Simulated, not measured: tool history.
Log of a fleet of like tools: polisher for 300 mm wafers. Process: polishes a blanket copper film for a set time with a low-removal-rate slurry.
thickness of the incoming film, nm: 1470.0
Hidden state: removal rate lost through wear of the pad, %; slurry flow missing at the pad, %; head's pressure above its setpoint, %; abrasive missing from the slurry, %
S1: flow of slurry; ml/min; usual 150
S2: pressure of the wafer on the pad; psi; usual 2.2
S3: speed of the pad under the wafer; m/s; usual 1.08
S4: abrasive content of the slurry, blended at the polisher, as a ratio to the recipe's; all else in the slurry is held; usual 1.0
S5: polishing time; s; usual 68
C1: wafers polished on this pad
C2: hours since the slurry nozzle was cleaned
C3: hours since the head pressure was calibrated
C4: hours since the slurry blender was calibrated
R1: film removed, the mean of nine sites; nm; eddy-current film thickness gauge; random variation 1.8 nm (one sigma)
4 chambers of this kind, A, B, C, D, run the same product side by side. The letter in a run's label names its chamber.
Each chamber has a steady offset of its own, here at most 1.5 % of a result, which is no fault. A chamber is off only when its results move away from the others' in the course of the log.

-- day=0.038 chamber C: worn pad replaced by a new one
run 1C day=0.212 | S1=150 S2=2.2 S3=1.08 S4=1.0 S5=68 | C1=34 C2=52.1 C3=480.8 C4=220.9 | R1=150.470
run 2B day=0.362 | S1=150 S2=2.2 S3=1.08 S4=1.0 S5=68 | C1=648 C2=523.5 C3=676.8 C4=221.4 | R1=148.350
run 3D day=0.533 | S1=150 S2=2.2 S3=1.08 S4=1.0 S5=68 | C1=508 C2=39.8 C3=154.9 C4=203.1 | R1=149.980
-- day=0.654 chamber D: worn pad replaced by a new one
run 4A day=0.717 | S1=150 S2=2.2 S3=1.08 S4=1.0 S5=68 | C1=470 C2=489.2 C3=119.4 C4=159.9 | R1=151.610
run 5B day=0.921 | S1=150 S2=2.2 S3=1.08 S4=1.0 S5=68 | C1=759 C2=536.9 C3=690.2 C4=234.8 | R1=148.220
run 6A day=1.075 | S1=150 S2=2.2 S3=1.08 S4=1.0 S5=68 | C1=541 C2=497.8 C3=128.0 C4=168.5 | R1=147.880
-- day=1.133 chamber A: worn pad replaced by a new one
run 7C day=1.242 | S1=150 S2=2.2 S3=1.08 S4=1.0 S5=68 | C1=237 C2=76.8 C3=505.5 C4=245.6 | R1=145.360
run 8D day=1.433 | S1=150 S2=2.2 S3=0.82 S4=1.0 S5=53 | C1=154 C2=61.4 C3=176.5 C4=224.7 | R1=88.658
run 9C day=1.558 | S1=150 S2=2.2 S3=0.82 S4=1.0 S5=53 | C1=300 C2=84.4 C3=513.1 C4=253.2 | R1=86.542
-- day=1.679 chamber D: slurry blender recalibrated
run 10A day=1.717 | S1=150 S2=2.2 S3=0.82 S4=1.0 S5=53 | C1=115 C2=513.2 C3=143.4 C4=183.9 | R1=88.469
run 11D day=1.875 | S1=150 S2=2.2 S3=0.82 S4=1.0 S5=53 | C1=241 C2=72.0 C3=187.1 C4=4.8 | R1=90.183
run 12B day=2.000 | S1=150 S2=2.2 S3=1.08 S4=1.0 S5=68 | C1=972 C2=562.8 C3=716.1 C4=260.7 | R1=150.680
-- day=2.125 chamber B: worn pad replaced by a new one
run 13C day=2.217 | S1=150 S2=2.2 S3=1.08 S4=1.0 S5=68 | C1=430 C2=100.2 C3=528.9 C4=269.0 | R1=147.070
run 14D day=2.346 | S1=150 S2=2.2 S3=1.08 S4=1.0 S5=68 | C1=334 C2=83.3 C3=198.4 C4=16.1 | R1=152.710
run 15B day=2.533 | S1=120 S2=2.2 S3=1.08 S4=1.0 S5=76 | C1=80 C2=575.6 C3=728.9 C4=273.5 | R1=159.970
run 16A day=2.708 | S1=120 S2=2.2 S3=1.08 S4=1.0 S5=76 | C1=311 C2=537.0 C3=167.2 C4=207.7 | R1=156.630
run 17B day=2.925 | S1=120 S2=2.2 S3=1.08 S4=1.0 S5=76 | C1=158 C2=585.0 C3=738.3 C4=282.9 | R1=158.810
run 18A day=3.021 | S1=120 S2=2.2 S3=1.08 S4=1.0 S5=76 | C1=373 C2=544.5 C3=174.7 C4=215.2 | R1=161.330
run 19C day=3.125 | S1=150 S2=2.2 S3=1.08 S4=1.0 S5=68 | C1=609 C2=122.0 C3=550.7 C4=290.8 | R1=146.990
run 20D day=3.321 | S1=150 S2=2.2 S3=1.08 S4=1.0 S5=68 | C1=527 C2=106.7 C3=221.8 C4=39.5 | R1=151.110
run 21B day=3.496 | S1=150 S2=2.2 S3=1.08 S4=1.0 S5=68 | C1=270 C2=598.7 C3=752.0 C4=296.6 | R1=148.980
run 22D day=3.671 | S1=150 S2=2.2 S3=1.08 S4=1.0 S5=68 | C1=596 C2=115.1 C3=230.2 C4=47.9 | R1=150.650
run 23A day=3.825 | S1=150 S2=2.2 S3=1.08 S4=1.0 S5=68 | C1=531 C2=563.8 C3=194.0 C4=234.5 | R1=150.870
-- day=3.838 chamber D: worn pad replaced by a new one
run 24C day=4.000 | S1=150 S2=2.2 S3=1.08 S4=1.0 S5=68 | C1=782 C2=143.0 C3=571.7 C4=311.8 | R1=146.100
run 25B day=4.129 | S1=150 S2=2.2 S3=0.74 S4=1.2 S5=68 | C1=395 C2=613.9 C3=767.2 C4=311.8 | R1=105.540
-- day=4.158 chamber C: worn pad replaced by a new one
-- day=4.250 chamber A: worn pad replaced by a new one
run 26C day=4.321 | S1=150 S2=2.2 S3=0.74 S4=1.2 S5=68 | C1=32 C2=150.7 C3=579.4 C4=319.5 | R1=105.150
run 27D day=4.508 | S1=150 S2=2.2 S3=0.74 S4=1.2 S5=68 | C1=132 C2=135.2 C3=250.3 C4=68.0 | R1=107.120
-- day=4.542 chamber C: slurry blender recalibrated
run 28A day=4.692 | S1=150 S2=2.2 S3=0.74 S4=1.2 S5=68 | C1=87 C2=584.6 C3=214.8 C4=255.3 | R1=107.280
-- day=4.796 chamber B: slurry blender recalibrated
run 29A day=4.825 | S1=150 S2=2.2 S3=1.08 S4=1.0 S5=68 | C1=113 C2=587.8 C3=218.0 C4=258.5 | R1=148.200
run 30C day=5.021 | S1=150 S2=2.2 S3=1.08 S4=1.0 S5=68 | C1=170 C2=167.5 C3=596.2 C4=11.6 | R1=148.280
run 31D day=5.146 | S1=150 S2=2.2 S3=1.08 S4=0.8 S5=68 | C1=258 C2=150.5 C3=265.6 C4=83.3 | R1=141.810
run 32B day=5.242 | S1=150 S2=2.2 S3=1.08 S4=0.8 S5=68 | C1=615 C2=640.6 C3=793.9 C4=10.7 | R1=137.720
run 33A day=5.367 | S1=150 S2=2.2 S3=1.08 S4=0.8 S5=68 | C1=220 C2=600.8 C3=231.0 C4=271.5 | R1=146.080
run 34C day=5.542 | S1=150 S2=2.2 S3=1.08 S4=0.8 S5=68 | C1=273 C2=180.0 C3=608.7 C4=24.1 | R1=138.060
run 35D day=5.717 | S1=190 S2=2.2 S3=1.08 S4=1.1 S5=68 | C1=371 C2=164.2 C3=279.3 C4=97.0 | R1=157.280
run 36B day=5.896 | S1=190 S2=2.2 S3=1.08 S4=1.1 S5=68 | C1=744 C2=656.3 C3=809.6 C4=26.4 | R1=155.600

What goes on in this fleet: one chamber off, a drifting gauge, or nothing beyond the chambers' own small offsets? Name the chamber and the cause, if any.

No chamber stands off beyond its own small offset, and the gauge holds steady.
